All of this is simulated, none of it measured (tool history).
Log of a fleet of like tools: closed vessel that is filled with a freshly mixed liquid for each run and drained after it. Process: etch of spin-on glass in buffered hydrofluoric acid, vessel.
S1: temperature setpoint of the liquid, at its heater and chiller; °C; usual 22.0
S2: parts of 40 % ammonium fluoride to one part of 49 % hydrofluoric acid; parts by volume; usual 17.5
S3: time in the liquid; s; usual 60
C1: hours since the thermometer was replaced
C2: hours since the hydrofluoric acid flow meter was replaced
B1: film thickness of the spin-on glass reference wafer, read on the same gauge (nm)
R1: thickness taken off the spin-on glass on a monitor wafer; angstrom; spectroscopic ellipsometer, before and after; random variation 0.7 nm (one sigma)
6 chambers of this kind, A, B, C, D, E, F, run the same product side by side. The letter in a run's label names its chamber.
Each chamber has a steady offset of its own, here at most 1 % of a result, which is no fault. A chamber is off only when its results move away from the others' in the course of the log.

run,hour,S1,S2,S3,C1,C2,B1,R1
1A,4.0,22.0,17.5,60,1060.6,899.1,149.99,1368.5
2E,8.8,22.0,17.5,60,889.1,11.5,149.99,1385.6
3F,12.0,22.0,17.5,60,982.4,352.5,150.00,1366.3
4D,15.3,22.0,17.5,60,1763.1,286.7,149.96,1346.1
5B,18.8,22.0,19.5,60,204.1,1459.9,149.99,1235.1
6C,24.4,22.0,19.5,60,707.6,795.2,150.02,1232.2
7A,27.2,22.0,19.5,60,1083.8,922.3,149.99,1236.7
8B,33.3,22.0,19.5,60,218.6,1474.4,149.97,1229.5
9D,36.1,22.0,19.5,60,1783.9,307.5,150.01,1212.0
10E,42.0,22.0,19.5,60,922.3,44.7,149.98,1232.8
11F,47.0,22.0,14.5,60,1017.4,387.5,150.03,1642.1
12C,52.4,22.0,14.5,60,735.6,823.2,150.01,1655.3
# hour 52.7: chamber C: hydrofluoric acid flow meter replaced
13D,55.9,22.0,14.5,60,1803.7,327.3,149.99,1633.7
14F,59.8,22.0,14.5,60,1030.2,400.3,149.99,1647.6
15E,62.9,22.0,14.5,60,943.2,65.6,150.04,1652.0
# hour 67.2: chamber E: thermometer replaced
16C,67.7,22.0,14.5,60,750.9,15.0,150.00,1660.6
17A,70.5,22.0,17.5,60,1127.1,965.6,150.02,1375.1
18B,74.5,18.0,17.5,60,259.8,1515.6,150.01,1100.5
19E,79.7,18.0,17.5,60,12.6,82.4,149.99,1091.1
20B,83.9,18.0,17.5,60,269.2,1525.0,149.98,1099.0
21D,89.6,18.0,17.5,60,1837.4,361.0,150.00,1087.8
22C,93.9,18.0,17.5,60,777.1,41.2,150.01,1106.8
23A,98.5,18.0,17.5,60,1155.1,993.6,149.98,1100.6
24F,101.8,22.0,17.5,60,1072.2,442.3,150.02,1377.5
25A,105.6,22.0,17.5,60,1162.2,1000.7,149.99,1369.2
# hour 110.2: chamber B: hydrofluoric acid flow meter replaced
26E,111.6,22.0,17.5,60,44.5,114.3,149.99,1375.8
27F,115.8,22.0,17.5,60,1086.2,456.3,150.00,1375.5
28C,121.1,22.0,17.5,60,804.3,68.4,150.02,1372.7
29D,125.4,22.0,17.5,60,1873.2,396.8,150.01,1353.2
30B,131.0,19.5,17.5,60,316.3,20.9,150.02,1191.2
31D,133.6,19.5,17.5,60,1881.4,405.0,150.00,1185.0
32A,138.4,19.5,17.5,60,1195.0,1033.5,149.98,1200.2
33E,141.2,19.5,17.5,60,74.1,143.9,150.02,1195.2
34B,145.1,19.5,17.5,60,330.4,35.0,150.03,1185.0
35F,149.7,19.5,17.5,60,1120.1,490.2,150.00,1193.2
36C,155.6,22.0,17.5,60,838.8,102.9,149.99,1371.0
37C,159.7,22.0,17.5,60,842.9,107.0,149.99,1383.4
38A,165.4,22.0,17.5,60,1222.0,1060.5,150.02,1384.0
39D,170.7,25.5,22.0,60,1918.5,442.1,150.05,1357.2
40E,175.5,25.5,22.0,60,108.4,178.2,150.01,1358.2
41B,181.3,25.5,22.0,60,366.6,71.2,150.02,1365.5

All 6 chambers run these settings next. Forecast each chamber's results:
42A,185.6,22.0,22.0,60,,,,?
42B,185.6,22.0,22.0,60,,,,?
42C,185.6,22.0,22.0,60,,,,?
42D,185.6,22.0,22.0,60,,,,?
42E,185.6,22.0,22.0,60,,,,?
42F,185.6,22.0,22.0,60,,,,?

run,R1
42A,1129.1
42B,1117.4
42C,1139.6
42D,1113.5
42E,1111.4
42F,1124.3
